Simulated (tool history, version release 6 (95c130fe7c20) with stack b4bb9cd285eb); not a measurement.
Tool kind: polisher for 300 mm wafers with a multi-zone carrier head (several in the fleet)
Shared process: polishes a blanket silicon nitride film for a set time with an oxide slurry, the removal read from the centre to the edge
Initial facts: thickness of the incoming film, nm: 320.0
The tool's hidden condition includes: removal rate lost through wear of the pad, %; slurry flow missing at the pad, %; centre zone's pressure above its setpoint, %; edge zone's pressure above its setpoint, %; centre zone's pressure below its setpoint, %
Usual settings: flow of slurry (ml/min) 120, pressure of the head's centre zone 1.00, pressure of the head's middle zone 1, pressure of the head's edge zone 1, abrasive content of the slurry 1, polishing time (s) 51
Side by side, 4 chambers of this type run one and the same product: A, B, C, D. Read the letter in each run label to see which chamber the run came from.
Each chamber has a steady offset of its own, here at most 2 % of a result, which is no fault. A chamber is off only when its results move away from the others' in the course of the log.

| run | hour | flow of slurry (ml/min) | pressure of the head's centre zone | pressure of the head's middle zone | pressure of the head's edge zone | abrasive content of the slurry | polishing time (s) | wafers polished on this pad | hours since the slurry nozzle was cleaned | hours since the centre zone pressure was calibrated | hours since the edge zone pressure was calibrated | film removed at the wafer's centre (Å) | film removed at mid-radius (Å) | film removed at the wafer's edge (Å) |
|---|---|---|---|---|---|---|---|---|---|---|---|---|---|---|
| 1B | 7.8 | 120 | 1.00 | 1 | 1 | 1 | 51 | 784 | 504.9 | 106.3 | 618.7 | 375.01 | 368.16 | 376.37 |
| 2A | 13.3 | 120 | 1.00 | 1 | 1 | 1 | 51 | 532 | 622.8 | 629.6 | 326.8 | 369.28 | 366.51 | 376.35 |
| 3D | 23.4 | 120 | 1.00 | 1 | 1 | 1 | 51 | 255 | 331.2 | 829.0 | 485.0 | 373.79 | 382.56 | 366.09 |
| 4C | 30.1 | 120 | 1.00 | 1 | 1 | 1 | 51 | 671 | 339.9 | 1107.8 | 930.3 | 375.00 | 370.25 | 367.09 |
| 5C | 36.0 | 120 | 1.00 | 1 | 1 | 1 | 51 | 727 | 345.8 | 1113.7 | 936.2 | 378.37 | 380.73 | 375.56 |
|  | 41.8 | chamber B: worn pad replaced by a new one |
| 6B | 46.9 | 120 | 1.00 | 1 | 1 | 1 | 51 | 48 | 544.0 | 145.4 | 657.8 | 374.63 | 368.31 | 381.29 |
| 7A | 55.4 | 120 | 1.00 | 1 | 1 | 1 | 51 | 933 | 664.9 | 671.7 | 368.9 | 369.60 | 366.37 | 369.70 |
|  | 59.0 | chamber C: worn pad replaced by a new one |
| 8D | 66.8 | 85 | 1.09 | 1 | 1 | 1 | 51 | 669 | 374.6 | 872.4 | 528.4 | 365.14 | 345.33 | 356.32 |
| 9D | 78.8 | 85 | 1.09 | 1 | 1 | 1 | 51 | 783 | 386.6 | 884.4 | 540.4 | 370.96 | 350.79 | 357.81 |
| 10C | 90.9 | 85 | 1.09 | 1 | 1 | 1 | 51 | 304 | 400.7 | 1168.6 | 991.1 | 361.84 | 333.98 | 339.95 |
| 11B | 100.5 | 85 | 1.09 | 1 | 1 | 1 | 51 | 559 | 597.6 | 199.0 | 711.4 | 363.41 | 340.44 | 353.54 |
|  | 100.8 | chamber A: worn pad replaced by a new one |
|  | 104.1 | chamber D: worn pad replaced by a new one |
| 12A | 106.8 | 120 | 1.00 | 1 | 1 | 1 | 51 | 57 | 716.3 | 723.1 | 420.3 | 368.81 | 383.77 | 373.68 |
| 13C | 112.6 | 120 | 1.00 | 1 | 1 | 1 | 51 | 511 | 422.4 | 1190.3 | 1012.8 | 367.50 | 367.35 | 363.70 |
| 14A | 121.5 | 120 | 1.00 | 1 | 1 | 1 | 51 | 197 | 731.0 | 737.8 | 435.0 | 371.75 | 368.90 | 375.08 |
| 15D | 130.1 | 120 | 1.00 | 1 | 1 | 1 | 51 | 248 | 437.9 | 935.7 | 591.7 | 373.68 | 370.93 | 375.71 |
| 16B | 139.8 | 120 | 1.00 | 1 | 1 | 1 | 41 | 934 | 636.9 | 238.3 | 750.7 | 305.77 | 296.34 | 302.20 |
|  | 148.7 | chamber B: worn pad replaced by a new one |
| 17C | 149.3 | 120 | 1.00 | 1 | 1 | 1 | 41 | 861 | 459.1 | 1227.0 | 1049.5 | 288.25 | 288.19 | 285.16 |
| 18A | 154.8 | 120 | 1.00 | 1 | 1 | 1 | 41 | 515 | 764.3 | 771.1 | 468.3 | 299.48 | 296.86 | 302.51 |
| 19D | 166.4 | 120 | 1.00 | 1 | 1 | 1 | 41 | 594 | 474.2 | 972.0 | 628.0 | 296.87 | 301.51 | 301.50 |
| 20B | 174.6 | 120 | 1.00 | 1 | 1 | 1 | 51 | 247 | 671.7 | 273.1 | 785.5 | 372.17 | 374.76 | 375.01 |
|  | 179.9 | chamber C: worn pad replaced by a new one |
| 21C | 185.3 | 120 | 1.00 | 1 | 1 | 1 | 51 | 51 | 495.1 | 1263.0 | 1085.5 | 351.25 | 357.89 | 351.87 |
|  | 188.1 | chamber A: slurry nozzle cleaned |
| 22B | 194.0 | 120 | 1.00 | 1 | 1 | 1 | 51 | 432 | 691.1 | 292.5 | 804.9 | 375.31 | 364.96 | 380.37 |
| 23A | 199.9 | 120 | 1.00 | 1 | 1 | 1 | 51 | 945 | 11.9 | 816.2 | 513.4 | 375.01 | 364.10 | 369.65 |
| 24D | 206.4 | 120 | 1.00 | 1 | 1 | 1 | 51 | 976 | 514.2 | 1012.0 | 668.0 | 375.88 | 369.30 | 373.81 |
|  | 211.3 | chamber D: worn pad replaced by a new one |
| 25C | 215.0 | 120 | 1.00 | 1 | 1 | 1 | 51 | 334 | 524.8 | 1292.7 | 1115.2 | 347.28 | 345.58 | 351.28 |
| 26D | 221.9 | 120 | 1.00 | 1 | 1 | 1 | 51 | 101 | 529.7 | 1027.5 | 683.5 | 374.89 | 374.14 | 378.63 |
| 27B | 233.4 | 120 | 1.00 | 1 | 1 | 1 | 51 | 808 | 730.5 | 331.9 | 844.3 | 378.03 | 380.14 | 379.08 |

Has any chamber moved away from the others, gradually or after a service, or does the common gauge drift, or do the chambers differ only by their own small steady offsets? State the chamber and the most likely cause if one applies.

Little by little, chamber C moves away from the other chambers.
What lies behind it: slurry flow missing at the pad, % = 29.7.

Chamber C could run next with any of the 4 candidate recipes listed below; each alters the usual settings, and their results appear as question marks. Which one brings its results back in line with what the other chambers deliver on the usual settings?
To be in line, a result may differ from the other chambers' mean on the usual settings by at most: film removed at the wafer's centre (Å) 11.00; film removed at mid-radius (Å) 18.00; film removed at the wafer's edge (Å) 13.00
| 28C-1 | 242.3 | 125 | 1.01 | 1.01 | 1.00 | 1 | 55 |  |  |  |  | ? | ? | ? |
| 28C-2 | 242.3 | 115 | 0.99 | 0.99 | 1.01 | 1 | 47 |  |  |  |  | ? | ? | ? |
| 28C-3 | 242.3 | 120 | 0.99 | 1.00 | 1.00 | 1 | 49 |  |  |  |  | ? | ? | ? |
| 28C-4 | 242.3 | 120 | 1.01 | 1.00 | 1.00 | 1 | 53 |  |  |  |  | ? | ? | ? |

On the usual settings, the other chambers give on average: film removed at the wafer's centre (Å) 373.25; film removed at mid-radius (Å) 373.08; film removed at the wafer's edge (Å) 373.55
| run | film removed at the wafer's centre (Å) | film removed at mid-radius (Å) | film removed at the wafer's edge (Å) |
|---|---|---|---|
| 28C-1 | 375.67 | 375.31 | 374.52 |
| 28C-2 | 304.12 | 306.24 | 316.07 |
| 28C-3 | 322.48 | 326.95 | 330.82 |
| 28C-4 | 356.42 | 353.60 | 357.82 |
Change 28C-1 lands the chamber within the allowed miss of the other chambers.

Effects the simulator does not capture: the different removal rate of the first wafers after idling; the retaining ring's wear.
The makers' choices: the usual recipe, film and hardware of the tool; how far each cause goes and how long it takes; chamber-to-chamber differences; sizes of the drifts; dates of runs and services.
